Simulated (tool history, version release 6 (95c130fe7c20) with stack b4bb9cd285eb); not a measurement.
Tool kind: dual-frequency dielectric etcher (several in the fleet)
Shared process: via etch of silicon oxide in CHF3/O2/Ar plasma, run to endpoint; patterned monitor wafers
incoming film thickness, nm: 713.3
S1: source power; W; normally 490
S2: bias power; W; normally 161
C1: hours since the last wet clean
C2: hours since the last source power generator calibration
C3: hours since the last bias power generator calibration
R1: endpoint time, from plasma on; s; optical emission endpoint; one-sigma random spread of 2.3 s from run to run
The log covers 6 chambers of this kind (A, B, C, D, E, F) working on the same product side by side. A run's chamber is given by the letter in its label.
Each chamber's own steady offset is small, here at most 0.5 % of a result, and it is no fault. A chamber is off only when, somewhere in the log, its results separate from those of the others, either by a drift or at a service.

run	hour	S1	S2	C1	C2	C3	R1
1C	12.1	490	161	372.2	1714.2	3072	401.77
2F	17.5	490	161	254.5	1469.7	3070.9	403.87
# hour 25.8: chamber B: wet clean of the chamber
3A	26.7	490	161	132.5	348.9	2515.2	402.39
4E	36	490	161	247.3	1443	2263.1	408.56
5D	41.2	490	161	304.1	325.5	3925.5	403.67
6B	48	490	161	22.2	533.4	2948.6	406.3
7F	55.1	490	127	292.1	1507.3	3108.5	435.13
8D	66.4	490	127	329.3	350.7	3950.7	431.89
9B	75.3	490	127	49.5	560.7	2975.9	437.92
10E	86.9	490	127	298.2	1493.9	2314	440.85
11C	96.5	490	127	456.6	1798.6	3156.4	434.84
12A	103.7	490	127	209.5	425.9	2592.2	436.37
# hour 109.3: chamber C: wet clean of the chamber
13E	110.9	490	161	322.2	1517.9	2338	405.39
14D	122.8	390	161	385.7	407.1	4007.1	442.23
# hour 123.8: chamber F: wet clean of the chamber
15C	132.4	390	161	23.2	1834.5	3192.3	438.06
16F	142.2	390	161	18.4	1594.4	3195.6	441.22
17B	147.9	390	161	122.1	633.3	3048.5	444.14
18A	159.9	390	161	265.7	482.1	2648.4	442.27
# hour 164.9: chamber E: wet clean of the chamber
19A	166.1	390	161	271.9	488.3	2654.6	443.77
20B	175	430	161	149.2	660.4	3075.6	428.03
21F	183.5	430	161	59.7	1635.7	3236.9	423.4
22D	189.5	430	161	452.4	473.8	4073.8	427.57
23C	195.6	430	161	86.4	1897.7	3255.5	425.55
24E	206.1	430	161	41.3	1613.1	2433.2	428.15
25F	215.7	430	161	91.9	1667.9	3269.1	430.08
26D	227.6	490	161	490.5	511.9	4111.9	405.7
27C	232.9	490	140	123.7	1935	3292.8	420.92
28E	244.9	490	140	80.1	1651.9	2472	423.86
29B	254	490	140	228.2	739.4	3154.6	422.39
# hour 260.8: chamber A: wet clean of the chamber
30A	265.8	490	140	5.1	588	2754.3	424.61
31B	277.8	490	140	252	763.2	3178.4	423.24
# hour 283.6: chamber D: wet clean of the chamber
32E	285.6	490	140	120.8	1692.6	2512.7	421.57
33A	295.6	490	179	34.9	617.8	2784.1	389.39
34D	303.2	490	179	19.7	587.5	4187.5	389.51
35F	313.6	490	179	189.8	1765.8	3367	389.28
# hour 321.6: chamber C: source power generator calibrated
36C	323.8	490	179	214.6	2.2	3383.7	390.79
37C	331	490	179	221.8	9.4	3390.9	386.81

Decide between three cases: one chamber stands off from its peers, the gauge reading all wafers drifts, or nothing is wrong past each chamber's small offset. Where a chamber is off, say which and what most likely put it there.

The fleet is healthy, with each chamber sitting at its usual small offset and no drift in the gauge.
